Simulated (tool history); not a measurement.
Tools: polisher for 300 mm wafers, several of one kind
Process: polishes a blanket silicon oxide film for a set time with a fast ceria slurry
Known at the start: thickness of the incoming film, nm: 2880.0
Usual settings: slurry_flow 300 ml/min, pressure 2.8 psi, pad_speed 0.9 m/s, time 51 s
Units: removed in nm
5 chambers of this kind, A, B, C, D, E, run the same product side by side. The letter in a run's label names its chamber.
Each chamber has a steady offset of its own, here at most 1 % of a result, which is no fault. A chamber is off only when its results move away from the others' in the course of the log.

run	hour	slurry_flow	pressure	pad_speed	time	removed
1C	8.4	300	2.8	0.9	51	701.01
# hour 14.2: chamber D: worn pad replaced by a new one
2E	14.8	300	2.8	0.9	51	694.14
3A	21.3	300	2.8	0.9	51	685
# hour 22.2: chamber C: worn pad replaced by a new one
4D	28.3	300	2.8	0.9	51	698.45
# hour 29.2: chamber A: worn pad replaced by a new one
5B	37.7	300	2.8	0.9	51	689.94
6C	44.7	300	2.8	0.9	51	702.84
# hour 46.1: chamber B: worn pad replaced by a new one
# hour 49.4: chamber E: worn pad replaced by a new one
7D	54.9	300	2.8	0.9	51	695.56
8B	61.4	300	2.8	0.9	51	705.4
9A	68.5	300	2.8	0.9	51	690.28
10E	75.9	300	2.8	0.9	51	683
# hour 77: chamber D: worn pad replaced by a new one
# hour 77.4: chamber E: slurry nozzle cleaned
11D	83.7	300	2.8	0.9	51	696.94
12B	93.9	300	3.7	0.78	51	805.02
# hour 95.9: chamber A: worn pad replaced by a new one
# hour 97.9: chamber D: head pressure recalibrated
# hour 101.4: chamber E: worn pad replaced by a new one
13C	105.8	300	3.7	0.78	51	781.67
14A	115	300	3.7	0.78	51	796.37
# hour 117.8: chamber C: worn pad replaced by a new one
# hour 118: chamber D: slurry nozzle cleaned
15E	125.3	300	3.7	0.78	51	799.06
16B	131	300	3.7	0.78	51	806.45
17E	141.1	300	2.8	0.9	51	694.48
# hour 146.1: chamber D: worn pad replaced by a new one
# hour 147.9: chamber A: head pressure recalibrated
# hour 149.8: chamber B: slurry nozzle cleaned
# hour 150.3: chamber B: worn pad replaced by a new one
18C	150.8	300	2.8	0.9	51	689.43
19A	161.6	300	2.8	0.9	51	759.77
# hour 162.8: chamber A: worn pad replaced by a new one
# hour 168: chamber E: worn pad replaced by a new one
20D	172.3	300	2.8	0.9	51	696.61
# hour 175.9: chamber C: slurry nozzle cleaned
21A	182.4	300	2.8	0.9	51	766.99
# hour 187.3: chamber A: slurry nozzle cleaned
22E	191.6	300	2.8	0.9	51	700.13
# hour 193.1: chamber C: worn pad replaced by a new one
23D	199.1	300	2.8	0.9	51	705.97
24C	206.1	300	2.8	0.9	51	705.65
# hour 213.7: chamber D: worn pad replaced by a new one
25B	215.7	300	3.7	0.9	51	936.25
26D	222.4	300	3.7	0.9	51	916.71
# hour 223.3: chamber A: worn pad replaced by a new one
# hour 224.2: chamber E: worn pad replaced by a new one
27C	232.1	300	3.7	0.9	51	910.83
28A	240.4	300	3.7	0.9	51	1021.2
# hour 245.8: chamber B: worn pad replaced by a new one
29E	245.8	300	3.7	0.9	51	907.72
30B	252.7	300	2.8	0.9	51	691.68
31A	259.7	300	2.8	0.9	51	761.42
32E	265.3	300	2.8	0.9	51	690.21
# hour 275: chamber C: worn pad replaced by a new one
33D	275.2	300	2.8	0.9	51	695
# hour 277.9: chamber E: worn pad replaced by a new one
34B	281.2	300	2.8	0.9	51	693.37
# hour 281.3: chamber C: head pressure recalibrated
# hour 283.8: chamber A: worn pad replaced by a new one
# hour 285.6: chamber E: head pressure recalibrated
35C	292.1	300	2.8	0.9	51	689.46
36E	297.3	300	2.8	0.9	51	697.69
37A	303.8	300	2.8	0.9	51	761.65

Next, every chamber runs the same settings. What will each give?
38A	312.3	300	2.8	1.16	51	?
38B	312.3	300	2.8	1.16	51	?
38C	312.3	300	2.8	1.16	51	?
38D	312.3	300	2.8	1.16	51	?
38E	312.3	300	2.8	1.16	51	?

run	removed
38A	982.34
38B	895
38C	902.17
38D	901.2
38E	897.64
